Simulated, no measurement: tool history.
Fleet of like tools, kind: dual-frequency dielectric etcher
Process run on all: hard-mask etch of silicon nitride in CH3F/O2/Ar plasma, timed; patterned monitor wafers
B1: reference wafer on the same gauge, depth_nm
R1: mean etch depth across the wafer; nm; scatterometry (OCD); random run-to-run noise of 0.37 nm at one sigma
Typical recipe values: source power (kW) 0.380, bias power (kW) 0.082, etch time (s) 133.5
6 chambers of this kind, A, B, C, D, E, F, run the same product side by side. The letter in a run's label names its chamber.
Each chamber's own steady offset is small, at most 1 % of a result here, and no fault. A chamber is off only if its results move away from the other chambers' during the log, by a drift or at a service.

{"run": "1D", "hour": 7.0, "source power (kW)": 0.38, "bias power (kW)": 0.082, "etch time (s)": 133.5, "B1": 96.11, "R1": 96.219}
{"run": "2A", "hour": 13.1, "source power (kW)": 0.38, "bias power (kW)": 0.082, "etch time (s)": 133.5, "B1": 96.083, "R1": 96.363}
{"run": "3B", "hour": 24.1, "source power (kW)": 0.38, "bias power (kW)": 0.082, "etch time (s)": 133.5, "B1": 96.166, "R1": 95.821}
{"run": "4C", "hour": 33.0, "source power (kW)": 0.38, "bias power (kW)": 0.082, "etch time (s)": 133.5, "B1": 96.092, "R1": 96.3}
{"run": "5E", "hour": 44.1, "source power (kW)": 0.35, "bias power (kW)": 0.1, "etch time (s)": 133.5, "B1": 96.001, "R1": 100.02}
{"run": "6F", "hour": 55.6, "source power (kW)": 0.35, "bias power (kW)": 0.1, "etch time (s)": 133.5, "B1": 96.044, "R1": 99.838}
{"run": "7F", "hour": 62.4, "source power (kW)": 0.35, "bias power (kW)": 0.1, "etch time (s)": 133.5, "B1": 96.133, "R1": 99.966}
{"run": "8B", "hour": 74.9, "source power (kW)": 0.35, "bias power (kW)": 0.1, "etch time (s)": 133.5, "B1": 96.087, "R1": 99.693}
{"run": "9C", "hour": 80.9, "source power (kW)": 0.35, "bias power (kW)": 0.1, "etch time (s)": 133.5, "B1": 96.172, "R1": 100.43}
{"run": "10D", "hour": 91.0, "source power (kW)": 0.35, "bias power (kW)": 0.1, "etch time (s)": 133.5, "B1": 96.04, "R1": 100.25}
{"run": "11A", "hour": 97.7, "source power (kW)": 0.38, "bias power (kW)": 0.082, "etch time (s)": 133.5, "B1": 96.069, "R1": 96.799}
{"run": "12E", "hour": 103.9, "source power (kW)": 0.38, "bias power (kW)": 0.082, "etch time (s)": 133.5, "B1": 96.082, "R1": 95.127}
{"run": "13B", "hour": 116.5, "source power (kW)": 0.38, "bias power (kW)": 0.082, "etch time (s)": 133.5, "B1": 96.11, "R1": 95.671}
{"hour": 118.5, "done": "chamber D: wet clean of the chamber"}
{"run": "14F", "hour": 128.5, "source power (kW)": 0.38, "bias power (kW)": 0.082, "etch time (s)": 133.5, "B1": 96.029, "R1": 96.452}
{"run": "15A", "hour": 135.8, "source power (kW)": 0.38, "bias power (kW)": 0.082, "etch time (s)": 133.5, "B1": 96.126, "R1": 96.626}
{"run": "16C", "hour": 145.0, "source power (kW)": 0.38, "bias power (kW)": 0.082, "etch time (s)": 133.5, "B1": 96.13, "R1": 95.673}
{"run": "17E", "hour": 155.8, "source power (kW)": 0.38, "bias power (kW)": 0.082, "etch time (s)": 133.5, "B1": 96.235, "R1": 95.815}
{"run": "18D", "hour": 162.6, "source power (kW)": 0.38, "bias power (kW)": 0.082, "etch time (s)": 133.5, "B1": 96.079, "R1": 96.621}
{"run": "19E", "hour": 168.2, "source power (kW)": 0.38, "bias power (kW)": 0.082, "etch time (s)": 133.5, "B1": 96.116, "R1": 95.803}
{"run": "20D", "hour": 180.8, "source power (kW)": 0.38, "bias power (kW)": 0.082, "etch time (s)": 133.5, "B1": 96.118, "R1": 96.124}
{"run": "21C", "hour": 189.9, "source power (kW)": 0.38, "bias power (kW)": 0.082, "etch time (s)": 133.5, "B1": 96.034, "R1": 95.66}
{"run": "22F", "hour": 197.3, "source power (kW)": 0.38, "bias power (kW)": 0.082, "etch time (s)": 133.5, "B1": 96.069, "R1": 96.424}
{"run": "23A", "hour": 205.8, "source power (kW)": 0.38, "bias power (kW)": 0.082, "etch time (s)": 133.5, "B1": 96.051, "R1": 97.44}
{"run": "24B", "hour": 211.9, "source power (kW)": 0.38, "bias power (kW)": 0.082, "etch time (s)": 133.5, "B1": 96.099, "R1": 96.562}
{"run": "25F", "hour": 224.3, "source power (kW)": 0.38, "bias power (kW)": 0.082, "etch time (s)": 133.5, "B1": 96.011, "R1": 95.63}
{"run": "26C", "hour": 235.9, "source power (kW)": 0.38, "bias power (kW)": 0.082, "etch time (s)": 133.5, "B1": 96.089, "R1": 95.943}
{"run": "27D", "hour": 245.4, "source power (kW)": 0.38, "bias power (kW)": 0.082, "etch time (s)": 133.5, "B1": 96.148, "R1": 96.032}
{"run": "28E", "hour": 255.7, "source power (kW)": 0.38, "bias power (kW)": 0.082, "etch time (s)": 133.5, "B1": 96.167, "R1": 95.293}
{"run": "29B", "hour": 266.1, "source power (kW)": 0.38, "bias power (kW)": 0.082, "etch time (s)": 133.5, "B1": 96.256, "R1": 95.287}
{"hour": 271.7, "done": "chamber A: wet clean of the chamber"}
{"run": "30A", "hour": 276.7, "source power (kW)": 0.38, "bias power (kW)": 0.082, "etch time (s)": 133.5, "B1": 96.102, "R1": 96.127}
{"hour": 281.5, "done": "chamber F: wet clean of the chamber"}
{"run": "31D", "hour": 282.6, "source power (kW)": 0.38, "bias power (kW)": 0.082, "etch time (s)": 133.5, "B1": 96.135, "R1": 95.87}
{"run": "32B", "hour": 291.2, "source power (kW)": 0.38, "bias power (kW)": 0.082, "etch time (s)": 133.5, "B1": 96.046, "R1": 95.262}
{"run": "33C", "hour": 301.2, "source power (kW)": 0.38, "bias power (kW)": 0.082, "etch time (s)": 133.5, "B1": 96.152, "R1": 95.761}
{"run": "34F", "hour": 311.2, "source power (kW)": 0.38, "bias power (kW)": 0.082, "etch time (s)": 133.5, "B1": 96.151, "R1": 96.031}
{"run": "35E", "hour": 318.1, "source power (kW)": 0.38, "bias power (kW)": 0.082, "etch time (s)": 133.5, "B1": 96.007, "R1": 95.601}
{"run": "36A", "hour": 328.5, "source power (kW)": 0.38, "bias power (kW)": 0.082, "etch time (s)": 133.5, "B1": 96.07, "R1": 97.239}

Does one chamber stand apart from the rest, does the shared gauge drift, or is all well apart from small per-chamber offsets? Give the chamber and the most likely cause, where there is one.

The fleet is healthy, with each chamber sitting at its usual small offset and no drift in the gauge.
